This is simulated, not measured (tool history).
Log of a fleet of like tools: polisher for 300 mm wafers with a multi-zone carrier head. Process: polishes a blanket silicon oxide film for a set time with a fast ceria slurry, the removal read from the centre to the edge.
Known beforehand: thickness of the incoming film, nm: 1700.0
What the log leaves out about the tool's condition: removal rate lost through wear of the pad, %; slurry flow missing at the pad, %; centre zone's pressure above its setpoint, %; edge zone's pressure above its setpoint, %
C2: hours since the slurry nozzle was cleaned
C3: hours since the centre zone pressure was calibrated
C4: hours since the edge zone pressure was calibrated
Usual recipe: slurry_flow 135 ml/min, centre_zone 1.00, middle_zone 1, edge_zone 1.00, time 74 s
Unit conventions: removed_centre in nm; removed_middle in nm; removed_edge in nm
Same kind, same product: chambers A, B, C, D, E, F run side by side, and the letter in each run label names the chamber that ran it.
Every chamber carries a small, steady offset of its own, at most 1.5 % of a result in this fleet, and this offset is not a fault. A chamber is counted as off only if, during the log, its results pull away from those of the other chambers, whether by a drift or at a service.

Run 1E, day 0.254: usual settings; wafers polished on this pad 465; C2 102.7; C3 105.3; C4 261.2. Result: removed_centre 643.17 nm, removed_middle 662.68 nm, removed_edge 653.10 nm.
Run 2F, day 0.517: usual settings; wafers polished on this pad 292; C2 165.9; C3 263.2; C4 145.6. Result: removed_centre 649.26 nm, removed_middle 655.34 nm, removed_edge 644.07 nm.
Run 3A, day 0.938: usual settings; wafers polished on this pad 913; C2 601.2; C3 322.7; C4 170.2. Result: removed_centre 643.96 nm, removed_middle 645.15 nm, removed_edge 648.43 nm.
At day 1.217: chamber D: centre zone pressure recalibrated.
Run 4B, day 1.496: usual settings; wafers polished on this pad 331; C2 346.5; C3 395.3; C4 708.9. Result: removed_centre 655.28 nm, removed_middle 667.34 nm, removed_edge 645.83 nm.
At day 1.546: chamber B: centre zone pressure recalibrated.
At day 1.583: chamber E: worn pad replaced by a new one.
Run 5D, day 1.921: usual settings; wafers polished on this pad 760; C2 117.0; C3 16.9; C4 199.1. Result: removed_centre 640.37 nm, removed_middle 650.40 nm, removed_edge 638.25 nm.
At day 2.125: chamber A: worn pad replaced by a new one.
At day 2.283: chamber C: worn pad replaced by a new one.
At day 2.379: chamber C: slurry nozzle cleaned.
Run 6C, day 2.458: usual settings; wafers polished on this pad 34; C2 2.0; C3 626.3; C4 266.6. Result: removed_centre 645.18 nm, removed_middle 651.45 nm, removed_edge 647.58 nm.
Run 7B, day 2.996: usual settings; wafers polished on this pad 620; C2 382.5; C3 34.8; C4 744.9. Result: removed_centre 652.56 nm, removed_middle 657.29 nm, removed_edge 652.01 nm.
At day 3.192: chamber B: worn pad replaced by a new one.
Run 8F, day 3.517: usual settings but centre_zone 0.96; wafers polished on this pad 869; C2 237.9; C3 335.2; C4 217.6. Result: removed_centre 619.37 nm, removed_middle 652.25 nm, removed_edge 642.70 nm.
At day 3.550: chamber F: worn pad replaced by a new one.
Run 9D, day 3.796: usual settings but centre_zone 0.96; wafers polished on this pad 1121; C2 162.0; C3 61.9; C4 244.1. Result: removed_centre 617.00 nm, removed_middle 639.37 nm, removed_edge 643.12 nm.
Run 10A, day 4.246: usual settings but centre_zone 0.96; wafers polished on this pad 408; C2 680.6; C3 402.1; C4 249.6. Result: removed_centre 616.11 nm, removed_middle 658.43 nm, removed_edge 662.46 nm.
Run 11E, day 4.692: usual settings but centre_zone 0.96; wafers polished on this pad 598; C2 209.2; C3 211.8; C4 367.7. Result: removed_centre 612.46 nm, removed_middle 642.00 nm, removed_edge 658.18 nm.
At day 4.829: chamber E: worn pad replaced by a new one.
Run 12C, day 4.958: usual settings but centre_zone 0.96; wafers polished on this pad 514; C2 62.0; C3 686.3; C4 326.6. Result: removed_centre 615.73 nm, removed_middle 648.08 nm, removed_edge 645.91 nm.
Run 13E, day 5.200: usual settings but centre_zone 0.96; wafers polished on this pad 71; C2 221.4; C3 224.0; C4 379.9. Result: removed_centre 613.63 nm, removed_middle 662.22 nm, removed_edge 648.47 nm.
Run 14F, day 5.512: usual settings; wafers polished on this pad 377; C2 285.8; C3 383.1; C4 265.5. Result: removed_centre 649.55 nm, removed_middle 633.01 nm, removed_edge 659.80 nm.
Run 15C, day 5.904: usual settings; wafers polished on this pad 696; C2 84.7; C3 709.0; C4 349.3. Result: removed_centre 657.85 nm, removed_middle 633.40 nm, removed_edge 645.36 nm.
Run 16D, day 6.229: usual settings; wafers polished on this pad 1588; C2 220.4; C3 120.3; C4 302.5. Result: removed_centre 650.42 nm, removed_middle 657.31 nm, removed_edge 644.21 nm.
At day 6.346: chamber C: centre zone pressure recalibrated.
Run 17A, day 6.471: usual settings; wafers polished on this pad 836; C2 734.0; C3 455.5; C4 303.0. Result: removed_centre 640.22 nm, removed_middle 639.70 nm, removed_edge 652.17 nm.
At day 6.983: chamber B: worn pad replaced by a new one.
Run 18B, day 7.025: usual settings; wafers polished on this pad 8; C2 479.2; C3 131.5; C4 841.6. Result: removed_centre 650.80 nm, removed_middle 641.56 nm, removed_edge 635.61 nm.
At day 7.288: chamber C: worn pad replaced by a new one.
Run 19D, day 7.462: usual settings but edge_zone 1.08; wafers polished on this pad 1826; C2 250.0; C3 149.9; C4 332.1. Result: removed_centre 637.27 nm, removed_middle 636.25 nm, removed_edge 655.72 nm.
Run 20F, day 7.792: usual settings but edge_zone 1.08; wafers polished on this pad 816; C2 340.5; C3 437.8; C4 320.2. Result: removed_centre 638.21 nm, removed_middle 657.96 nm, removed_edge 684.64 nm.
At day 7.925: chamber E: worn pad replaced by a new one.
At day 8.325: chamber F: worn pad replaced by a new one.
Run 21E, day 8.350: usual settings but edge_zone 1.08; wafers polished on this pad 82; C2 297.0; C3 299.6; C4 455.5. Result: removed_centre 646.49 nm, removed_middle 665.01 nm, removed_edge 681.24 nm.
Run 22A, day 8.833: usual settings but edge_zone 1.08; wafers polished on this pad 1290; C2 790.7; C3 512.2; C4 359.7. Result: removed_centre 646.30 nm, removed_middle 635.77 nm, removed_edge 669.20 nm.
At day 8.996: chamber A: worn pad replaced by a new one.
Run 23C, day 9.146: usual settings but edge_zone 1.08; wafers polished on this pad 357; C2 162.5; C3 67.3; C4 427.1. Result: removed_centre 649.63 nm, removed_middle 643.05 nm, removed_edge 674.67 nm.
Run 24B, day 9.442: usual settings but edge_zone 1.08; wafers polished on this pad 473; C2 537.2; C3 189.5; C4 899.6. Result: removed_centre 650.88 nm, removed_middle 651.71 nm, removed_edge 692.18 nm.
Run 25F, day 9.971: usual settings; wafers polished on this pad 317; C2 392.8; C3 490.1; C4 372.5. Result: removed_centre 651.65 nm, removed_middle 651.15 nm, removed_edge 643.32 nm.
Run 26D, day 10.504: usual settings; wafers polished on this pad 2411; C2 323.0; C3 222.9; C4 405.1. Result: removed_centre 617.67 nm, removed_middle 619.36 nm, removed_edge 613.48 nm.
Run 27E, day 10.829: usual settings; wafers polished on this pad 559; C2 356.5; C3 359.1; C4 515.0. Result: removed_centre 625.84 nm, removed_middle 656.44 nm, removed_edge 661.77 nm.
At day 10.942: chamber B: worn pad replaced by a new one.
Run 28A, day 11.233: usual settings; wafers polished on this pad 430; C2 848.3; C3 569.8; C4 417.3. Result: removed_centre 646.36 nm, removed_middle 644.00 nm, removed_edge 660.10 nm.
At day 11.692: chamber E: worn pad replaced by a new one.
Run 29B, day 11.783: usual settings; wafers polished on this pad 162; C2 593.4; C3 245.7; C4 955.8. Result: removed_centre 647.37 nm, removed_middle 642.78 nm, removed_edge 639.29 nm.
At day 11.896: chamber A: edge zone pressure recalibrated.
At day 11.938: chamber F: centre zone pressure recalibrated.
At day 12.075: chamber E: edge zone pressure recalibrated.
Run 30C, day 12.096: usual settings; wafers polished on this pad 924; C2 233.3; C3 138.1; C4 497.9. Result: removed_centre 645.93 nm, removed_middle 641.72 nm, removed_edge 650.55 nm.
At day 12.204: chamber E: slurry nozzle cleaned.
At day 12.425: chamber F: worn pad replaced by a new one.
Run 31F, day 12.512: usual settings; wafers polished on this pad 17; C2 453.8; C3 13.9; C4 433.5. Result: removed_centre 645.65 nm, removed_middle 641.65 nm, removed_edge 656.80 nm.
Run 32B, day 12.942: usual settings but edge_zone 0.90, time 60 s; wafers polished on this pad 385; C2 621.2; C3 273.5; C4 983.6. Result: removed_centre 519.50 nm, removed_middle 531.95 nm, removed_edge 500.61 nm.
At day 13.133: chamber A: slurry nozzle cleaned.
Run 33D, day 13.238: usual settings but edge_zone 0.90, time 60 s; wafers polished on this pad 2936; C2 388.6; C3 288.5; C4 470.7. Result: removed_centre 482.70 nm, removed_middle 475.41 nm, removed_edge 450.92 nm.
At day 13.367: chamber C: worn pad replaced by a new one.
Run 34C, day 13.608: usual settings but edge_zone 0.90, time 60 s; wafers polished on this pad 47; C2 269.6; C3 174.4; C4 534.2. Result: removed_centre 518.81 nm, removed_middle 515.12 nm, removed_edge 495.87 nm.
Run 35E, day 14.038: usual settings but edge_zone 0.90, time 60 s; wafers polished on this pad 451; C2 44.1; C3 436.1; C4 47.1. Result: removed_centre 520.21 nm, removed_middle 534.90 nm, removed_edge 504.80 nm.
At day 14.154: chamber B: worn pad replaced by a new one.
Run 36A, day 14.538: usual settings but edge_zone 0.90, time 60 s; wafers polished on this pad 1066; C2 33.8; C3 649.1; C4 63.4. Result: removed_centre 520.71 nm, removed_middle 532.21 nm, removed_edge 498.37 nm.
Run 37D, day 14.850: usual settings but edge_zone 0.90, time 60 s; wafers polished on this pad 3246; C2 427.3; C3 327.2; C4 509.4. Result: removed_centre 478.00 nm, removed_middle 467.94 nm, removed_edge 452.78 nm.
Run 38C, day 15.200: usual settings; wafers polished on this pad 353; C2 307.8; C3 212.6; C4 572.4. Result: removed_centre 645.19 nm, removed_middle 654.23 nm, removed_edge 647.15 nm.
At day 15.412: chamber E: worn pad replaced by a new one.
Run 39A, day 15.742: usual settings; wafers polished on this pad 1297; C2 62.7; C3 678.0; C4 92.3. Result: removed_centre 636.80 nm, removed_middle 663.05 nm, removed_edge 651.59 nm.
Run 40F, day 16.208: usual settings; wafers polished on this pad 727; C2 542.5; C3 102.6; C4 522.2. Result: removed_centre 647.34 nm, removed_middle 642.59 nm, removed_edge 654.36 nm.
At day 16.392: chamber B: edge zone pressure recalibrated.
Run 41B, day 16.483: usual settings; wafers polished on this pad 448; C2 706.2; C3 358.5; C4 2.3. Result: removed_centre 663.62 nm, removed_middle 676.17 nm, removed_edge 649.18 nm.
Run 42E, day 17.038: usual settings; wafers polished on this pad 312; C2 116.1; C3 508.1; C4 119.1. Result: removed_centre 639.99 nm, removed_middle 661.32 nm, removed_edge 648.54 nm.
Run 43E, day 17.433: usual settings; wafers polished on this pad 388; C2 125.6; C3 517.6; C4 128.6. Result: removed_centre 648.28 nm, removed_middle 654.59 nm, removed_edge 641.65 nm.

One chamber off, gauge drift, or nothing amiss beyond the chambers' own small offsets? If it is a chamber, which one, and what is the likeliest cause?

Little by little, chamber D moves away from the other chambers.
What lies behind it: removal rate lost through wear of the pad, % = 11.6.
From this log alone, it may not be told apart from: slurry flow missing at the pad, %.

Chamber D could run next with any of the 4 candidate recipes listed below; each alters the usual settings, and their results appear as question marks. Which one brings its results back in line with what the other chambers deliver on the usual settings?
In line here means within this much of the mean the other chambers give on the usual settings: removed_centre 24.00 nm; removed_middle 31.00 nm; removed_edge 20.00 nm
Run 44D-1, day 17.833: usual settings but slurry_flow 130 ml/min, middle_zone 1.01, edge_zone 0.98, time 60 s. Result: removed_centre ?, removed_middle ?, removed_edge ?.
Run 44D-2, day 17.833: usual settings but edge_zone 0.99, time 65 s. Result: removed_centre ?, removed_middle ?, removed_edge ?.
Run 44D-3, day 17.833: usual settings but slurry_flow 140 ml/min, middle_zone 0.99, edge_zone 1.02, time 91 s. Result: removed_centre ?, removed_middle ?, removed_edge ?.
Run 44D-4, day 17.833: usual settings but edge_zone 1.01, time 84 s. Result: removed_centre ?, removed_middle ?, removed_edge ?.

Average result of the remaining chambers running the usual settings: removed_centre 645.79 nm; removed_middle 648.73 nm; removed_edge 650.45 nm
  run  removed_centre  removed_middle  removed_edge
44D-1          455.91          460.36        456.00
44D-2          498.48          498.32        499.55
44D-3          703.87          696.61        714.23
44D-4          644.19          643.97        652.28
It is 44D-4 that realigns the chamber with its peers.
